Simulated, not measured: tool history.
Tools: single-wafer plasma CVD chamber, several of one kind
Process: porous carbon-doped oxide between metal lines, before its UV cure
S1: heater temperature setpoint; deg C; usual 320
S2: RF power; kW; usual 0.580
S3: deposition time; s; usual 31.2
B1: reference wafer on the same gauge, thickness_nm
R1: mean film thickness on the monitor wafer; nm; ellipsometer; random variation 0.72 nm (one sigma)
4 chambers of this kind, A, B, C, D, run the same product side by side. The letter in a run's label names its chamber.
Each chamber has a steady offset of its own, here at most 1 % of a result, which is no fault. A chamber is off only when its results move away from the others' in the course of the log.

{"run": "1C", "hour": 6.0, "S1": 320, "S2": 0.58, "S3": 31.2, "B1": 160.94, "R1": 166.54}
{"run": "2B", "hour": 9.1, "S1": 320, "S2": 0.58, "S3": 31.2, "B1": 160.97, "R1": 166.22}
{"run": "3A", "hour": 12.8, "S1": 320, "S2": 0.58, "S3": 31.2, "B1": 161.09, "R1": 166.94}
{"run": "4D", "hour": 18.8, "S1": 320, "S2": 0.58, "S3": 31.2, "B1": 161.17, "R1": 166.97}
{"run": "5A", "hour": 23.6, "S1": 320, "S2": 0.58, "S3": 31.2, "B1": 161.09, "R1": 168.92}
{"run": "6D", "hour": 27.3, "S1": 320, "S2": 0.58, "S3": 35.5, "B1": 160.84, "R1": 188.54}
{"run": "7C", "hour": 32.3, "S1": 320, "S2": 0.58, "S3": 35.5, "B1": 160.95, "R1": 187.47}
{"run": "8B", "hour": 36.0, "S1": 320, "S2": 0.58, "S3": 35.5, "B1": 160.94, "R1": 189.99}
{"run": "9C", "hour": 39.6, "S1": 320, "S2": 0.58, "S3": 35.5, "B1": 160.99, "R1": 189.21}
{"run": "10A", "hour": 45.3, "S1": 320, "S2": 0.58, "S3": 31.2, "B1": 161.05, "R1": 167.4}
{"run": "11B", "hour": 49.0, "S1": 320, "S2": 0.58, "S3": 31.2, "B1": 161.14, "R1": 165.69}
{"run": "12D", "hour": 53.1, "S1": 334, "S2": 0.58, "S3": 31.2, "B1": 160.95, "R1": 156.56}
{"run": "13A", "hour": 58.0, "S1": 334, "S2": 0.58, "S3": 31.2, "B1": 160.95, "R1": 157.73}
{"run": "14B", "hour": 63.6, "S1": 334, "S2": 0.58, "S3": 31.2, "B1": 161.29, "R1": 153.95}
{"run": "15D", "hour": 67.0, "S1": 334, "S2": 0.58, "S3": 31.2, "B1": 160.9, "R1": 157.07}
{"run": "16C", "hour": 71.7, "S1": 320, "S2": 0.58, "S3": 31.2, "B1": 161.02, "R1": 168.1}
{"run": "17C", "hour": 74.5, "S1": 320, "S2": 0.58, "S3": 31.2, "B1": 161.09, "R1": 166.78}
{"run": "18B", "hour": 77.9, "S1": 320, "S2": 0.58, "S3": 31.2, "B1": 160.92, "R1": 164.43}
{"run": "19D", "hour": 81.5, "S1": 320, "S2": 0.58, "S3": 31.2, "B1": 161.04, "R1": 165.8}
{"run": "20A", "hour": 85.0, "S1": 320, "S2": 0.58, "S3": 31.2, "B1": 161.17, "R1": 168.44}
{"run": "21B", "hour": 91.0, "S1": 320, "S2": 0.58, "S3": 31.2, "B1": 161.08, "R1": 164.18}
{"run": "22A", "hour": 95.1, "S1": 320, "S2": 0.58, "S3": 31.2, "B1": 161.21, "R1": 166.52}
{"run": "23D", "hour": 100.3, "S1": 320, "S2": 0.58, "S3": 31.2, "B1": 160.86, "R1": 166.77}
{"run": "24C", "hour": 104.3, "S1": 320, "S2": 0.58, "S3": 31.2, "B1": 161.06, "R1": 167.75}
{"run": "25A", "hour": 107.4, "S1": 320, "S2": 0.58, "S3": 31.2, "B1": 161.1, "R1": 168.54}
{"run": "26B", "hour": 112.2, "S1": 320, "S2": 0.58, "S3": 31.2, "B1": 161.01, "R1": 163.42}
{"run": "27D", "hour": 115.7, "S1": 320, "S2": 0.58, "S3": 31.2, "B1": 160.78, "R1": 166.2}
{"run": "28C", "hour": 121.5, "S1": 320, "S2": 0.58, "S3": 31.2, "B1": 161.09, "R1": 167.04}
{"run": "29C", "hour": 126.8, "S1": 320, "S2": 0.58, "S3": 31.2, "B1": 161.19, "R1": 166.0}
{"run": "30A", "hour": 132.6, "S1": 320, "S2": 0.58, "S3": 31.2, "B1": 161.05, "R1": 169.1}
{"run": "31B", "hour": 137.6, "S1": 320, "S2": 0.58, "S3": 31.2, "B1": 160.99, "R1": 160.66}
{"run": "32D", "hour": 140.8, "S1": 320, "S2": 0.58, "S3": 31.2, "B1": 161.12, "R1": 166.6}
{"run": "33D", "hour": 146.8, "S1": 320, "S2": 0.58, "S3": 31.2, "B1": 161.16, "R1": 166.52}
{"run": "34C", "hour": 150.5, "S1": 320, "S2": 0.58, "S3": 31.2, "B1": 161.05, "R1": 166.41}
{"run": "35B", "hour": 156.3, "S1": 320, "S2": 0.58, "S3": 31.2, "B1": 161.09, "R1": 160.58}
{"run": "36A", "hour": 162.2, "S1": 320, "S2": 0.58, "S3": 31.2, "B1": 160.85, "R1": 166.4}
{"run": "37B", "hour": 168.1, "S1": 320, "S2": 0.58, "S3": 31.2, "B1": 161.08, "R1": 158.65}
{"run": "38D", "hour": 171.3, "S1": 320, "S2": 0.58, "S3": 31.2, "B1": 161.05, "R1": 168.19}
{"run": "39A", "hour": 176.5, "S1": 320, "S2": 0.58, "S3": 31.2, "B1": 161.0, "R1": 166.91}
{"run": "40C", "hour": 179.8, "S1": 320, "S2": 0.58, "S3": 31.2, "B1": 160.95, "R1": 167.51}
{"run": "41B", "hour": 185.4, "S1": 320, "S2": 0.58, "S3": 31.2, "B1": 161.06, "R1": 157.43}

All 4 chambers run these settings next. Forecast each chamber's results:
{"run": "42A", "hour": 189.8, "S1": 320, "S2": 0.58, "S3": 31.2, "R1": "?"}
{"run": "42B", "hour": 189.8, "S1": 320, "S2": 0.58, "S3": 31.2, "R1": "?"}
{"run": "42C", "hour": 189.8, "S1": 320, "S2": 0.58, "S3": 31.2, "R1": "?"}
{"run": "42D", "hour": 189.8, "S1": 320, "S2": 0.58, "S3": 31.2, "R1": "?"}

run=42A R1=166.87
run=42B R1=157.75
run=42C R1=167.58
run=42D R1=167.57

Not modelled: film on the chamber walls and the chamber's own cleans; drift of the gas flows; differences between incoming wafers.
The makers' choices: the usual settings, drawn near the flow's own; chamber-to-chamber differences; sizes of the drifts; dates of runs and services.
